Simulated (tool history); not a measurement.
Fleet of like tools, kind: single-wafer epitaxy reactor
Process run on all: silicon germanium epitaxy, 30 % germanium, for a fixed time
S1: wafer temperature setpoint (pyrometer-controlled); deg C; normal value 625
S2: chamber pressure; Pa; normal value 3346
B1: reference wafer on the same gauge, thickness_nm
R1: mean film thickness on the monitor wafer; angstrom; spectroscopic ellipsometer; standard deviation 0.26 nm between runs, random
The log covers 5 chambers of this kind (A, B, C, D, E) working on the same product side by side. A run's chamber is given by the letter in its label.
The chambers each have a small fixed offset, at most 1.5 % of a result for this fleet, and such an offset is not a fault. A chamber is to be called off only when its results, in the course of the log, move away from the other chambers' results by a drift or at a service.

run   hour   S1    S2      B1      R1
 1C    2.8  625  3346  105.06  1003.5
 2A    6.3  625  3346  105.01  1018.8
 3B   10.4  625  3346  104.95  1003.7
 4E   13.4  625  3346  104.98  1021.6
 5D     17  625  3346  104.97  1003.7
 6E   22.3  630  2560  105.08  1003.3
 7D     27  630  2560     105  986.13
 8A   33.4  630  2560  104.98  992.98
 9B   37.7  630  2560  104.97   986.7
10C   41.7  630  2560  105.04  978.31
11B   47.1  625  3346  104.98  999.84
12E   51.9  625  3346  104.96  1020.5
13D     56  625  3346  105.02  1010.4
14C   61.7  625  3346  105.03  1002.1
15A   65.2  625  3346  104.98  1007.7
16E   68.9  625  3346  104.99  1022.3
17B   75.1  634  3906  105.01  1242.8
18A   80.2  634  3906  104.98  1249.3
19D   83.3  634  3906  105.09  1246.7
20C   87.4  634  3906  105.02  1240.8
21B   92.5  634  3906  105.03  1246.3
22A   97.7  625  3346  104.95   994.9
23D    104  625  3346  104.96    1005
24C  107.8  625  3346  104.98  1006.4
25E    114  625  3346  104.98  1020.7
26C  119.6  625  3960  104.98  1077.5
27E  125.7  625  3960  105.11  1095.6
28A  131.7  625  3960  104.91  1055.8
29B  136.5  625  3960  105.06  1069.1
30D  142.9  625  3960  105.01  1074.3
31E  148.2  625  3346     105  1024.9

Next, every chamber runs the same settings. What will each give?
32A  152.8  625  2933       ?
32B  152.8  625  2933       ?
32C  152.8  625  2933       ?
32D  152.8  625  2933       ?
32E  152.8  625  2933       ?

run      R1
32A  932.96
32B     950
32C  948.31
32D  953.38
32E  971.63
